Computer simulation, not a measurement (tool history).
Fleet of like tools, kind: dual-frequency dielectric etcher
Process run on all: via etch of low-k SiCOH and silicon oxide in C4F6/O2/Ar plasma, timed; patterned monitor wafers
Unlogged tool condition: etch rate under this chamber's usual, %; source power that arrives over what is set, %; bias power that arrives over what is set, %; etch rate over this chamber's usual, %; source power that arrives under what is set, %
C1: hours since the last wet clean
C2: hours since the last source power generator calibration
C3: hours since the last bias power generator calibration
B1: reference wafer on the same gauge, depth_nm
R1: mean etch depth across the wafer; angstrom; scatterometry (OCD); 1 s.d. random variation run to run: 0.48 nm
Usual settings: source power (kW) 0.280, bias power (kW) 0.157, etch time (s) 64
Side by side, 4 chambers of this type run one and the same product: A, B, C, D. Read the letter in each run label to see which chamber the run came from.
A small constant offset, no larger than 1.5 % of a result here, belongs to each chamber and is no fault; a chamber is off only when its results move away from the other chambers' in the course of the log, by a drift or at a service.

Run 1C, hour 8.9: usual settings; C1 570.0; C2 3550.3; C3 1843.6; B1 121.01. Result: R1 1396.4 angstrom.
At hour 11.7: chamber C: wet clean of the chamber.
Run 2A, hour 13.8: usual settings; C1 337.3; C2 259.7; C3 1225.7; B1 121.04. Result: R1 1386.3 angstrom.
Run 3B, hour 23.5: usual settings; C1 469.0; C2 4413.7; C3 751.6; B1 120.93. Result: R1 1409.0 angstrom.
Run 4D, hour 33.5: usual settings; C1 359.4; C2 929.5; C3 2878.9; B1 121.03. Result: R1 1409.6 angstrom.
Run 5B, hour 42.1: usual settings but source power (kW) 0.320, bias power (kW) 0.185; C1 487.6; C2 4432.3; C3 770.2; B1 120.94. Result: R1 1563.0 angstrom.
Run 6A, hour 51.3: usual settings but source power (kW) 0.320, bias power (kW) 0.185; C1 374.8; C2 297.2; C3 1263.2; B1 120.93. Result: R1 1539.0 angstrom.
Run 7D, hour 59.6: usual settings but source power (kW) 0.320, bias power (kW) 0.185; C1 385.5; C2 955.6; C3 2905.0; B1 121.02. Result: R1 1570.7 angstrom.
Run 8C, hour 69.8: usual settings but source power (kW) 0.320, bias power (kW) 0.185; C1 58.2; C2 3611.2; C3 1904.5; B1 121.04. Result: R1 1533.4 angstrom.
Run 9B, hour 77.7: usual settings but etch time (s) 76; C1 523.2; C2 4467.9; C3 805.8; B1 121.04. Result: R1 1670.1 angstrom.
Run 10A, hour 82.4: usual settings but etch time (s) 76; C1 405.9; C2 328.3; C3 1294.3; B1 121.00. Result: R1 1644.4 angstrom.
Run 11D, hour 90.8: usual settings but etch time (s) 76; C1 416.7; C2 986.8; C3 2936.2; B1 120.91. Result: R1 1679.8 angstrom.
Run 12C, hour 100.9: usual settings but etch time (s) 76; C1 89.3; C2 3642.3; C3 1935.6; B1 121.03. Result: R1 1648.2 angstrom.
Run 13B, hour 106.2: usual settings; C1 551.7; C2 4496.4; C3 834.3; B1 121.00. Result: R1 1409.1 angstrom.
Run 14C, hour 114.3: usual settings; C1 102.7; C2 3655.7; C3 1949.0; B1 121.11. Result: R1 1386.6 angstrom.
Run 15D, hour 122.9: usual settings; C1 448.8; C2 1018.9; C3 2968.3; B1 120.94. Result: R1 1425.0 angstrom.
Run 16A, hour 131.7: usual settings; C1 455.2; C2 377.6; C3 1343.6; B1 120.99. Result: R1 1393.4 angstrom.
Run 17D, hour 137.8: usual settings; C1 463.7; C2 1033.8; C3 2983.2; B1 120.98. Result: R1 1432.0 angstrom.
At hour 143.2: chamber B: wet clean of the chamber.
Run 18B, hour 148.2: usual settings; C1 5.1; C2 4538.4; C3 876.3; B1 121.04. Result: R1 1414.1 angstrom.
Run 19A, hour 157.3: usual settings; C1 480.8; C2 403.2; C3 1369.2; B1 120.98. Result: R1 1397.4 angstrom.
Run 20C, hour 165.3: usual settings; C1 153.7; C2 3706.7; C3 2000.0; B1 120.97. Result: R1 1377.6 angstrom.
Run 21D, hour 172.3: usual settings but etch time (s) 79; C1 498.2; C2 1068.3; C3 3017.7; B1 120.98. Result: R1 1765.4 angstrom.
Run 22B, hour 177.8: usual settings but etch time (s) 79; C1 34.7; C2 4568.0; C3 905.9; B1 121.05. Result: R1 1734.7 angstrom.
Run 23C, hour 185.0: usual settings but etch time (s) 79; C1 173.4; C2 3726.4; C3 2019.7; B1 121.12. Result: R1 1714.3 angstrom.
Run 24A, hour 190.8: usual settings but etch time (s) 79; C1 514.3; C2 436.7; C3 1402.7; B1 120.95. Result: R1 1713.5 angstrom.
Run 25C, hour 198.1: usual settings; C1 186.5; C2 3739.5; C3 2032.8; B1 120.98. Result: R1 1389.5 angstrom.
Run 26A, hour 205.1: usual settings; C1 528.6; C2 451.0; C3 1417.0; B1 120.89. Result: R1 1389.8 angstrom.
Run 27D, hour 211.8: usual settings; C1 537.7; C2 1107.8; C3 3057.2; B1 120.96. Result: R1 1441.6 angstrom.
At hour 215.0: chamber C: bias power generator calibrated.
Run 28B, hour 220.4: usual settings but bias power (kW) 0.192, etch time (s) 74; C1 77.3; C2 4610.6; C3 948.5; B1 120.83. Result: R1 1718.6 angstrom.
Run 29B, hour 225.6: usual settings but bias power (kW) 0.192, etch time (s) 74; C1 82.5; C2 4615.8; C3 953.7; B1 120.99. Result: R1 1735.9 angstrom.
Run 30C, hour 230.9: usual settings but bias power (kW) 0.192, etch time (s) 74; C1 219.3; C2 3772.3; C3 16.0; B1 120.94. Result: R1 1709.7 angstrom.
Run 31A, hour 236.8: usual settings but bias power (kW) 0.192, etch time (s) 74; C1 560.3; C2 482.7; C3 1448.7; B1 121.05. Result: R1 1706.0 angstrom.
Run 32D, hour 243.2: usual settings; C1 569.1; C2 1139.2; C3 3088.6; B1 121.07. Result: R1 1450.5 angstrom.
Run 33C, hour 249.8: usual settings; C1 238.2; C2 3791.2; C3 34.9; B1 120.98. Result: R1 1375.6 angstrom.
Run 34D, hour 257.9: usual settings; C1 583.8; C2 1153.9; C3 3103.3; B1 120.98. Result: R1 1459.3 angstrom.
At hour 266.2: chamber B: source power generator calibrated.
Run 35A, hour 266.6: usual settings; C1 590.1; C2 512.5; C3 1478.5; B1 121.01. Result: R1 1390.2 angstrom.
Run 36B, hour 276.3: usual settings; C1 133.2; C2 10.1; C3 1004.4; B1 121.03. Result: R1 1405.8 angstrom.
Run 37A, hour 285.1: usual settings; C1 608.6; C2 531.0; C3 1497.0; B1 121.02. Result: R1 1398.3 angstrom.
Run 38D, hour 291.3: usual settings; C1 617.2; C2 1187.3; C3 3136.7; B1 121.01. Result: R1 1455.0 angstrom.
Run 39C, hour 297.2: usual settings; C1 285.6; C2 3838.6; C3 82.3; B1 120.97. Result: R1 1381.2 angstrom.
Run 40B, hour 305.3: usual settings; C1 162.2; C2 39.1; C3 1033.4; B1 121.02. Result: R1 1403.9 angstrom.
Run 41C, hour 310.4: usual settings; C1 298.8; C2 3851.8; C3 95.5; B1 120.91. Result: R1 1386.1 angstrom.

Each of the 4 chambers runs these same settings next. Fill in every chamber's results:
Run 42A, hour 317.9: usual settings but bias power (kW) 0.135. Result: R1 ?.
Run 42B, hour 317.9: usual settings but bias power (kW) 0.135. Result: R1 ?.
Run 42C, hour 317.9: usual settings but bias power (kW) 0.135. Result: R1 ?.
Run 42D, hour 317.9: usual settings but bias power (kW) 0.135. Result: R1 ?.

run      R1
42A  1325.3
42B  1342.9
42C  1321.6
42D  1389.2

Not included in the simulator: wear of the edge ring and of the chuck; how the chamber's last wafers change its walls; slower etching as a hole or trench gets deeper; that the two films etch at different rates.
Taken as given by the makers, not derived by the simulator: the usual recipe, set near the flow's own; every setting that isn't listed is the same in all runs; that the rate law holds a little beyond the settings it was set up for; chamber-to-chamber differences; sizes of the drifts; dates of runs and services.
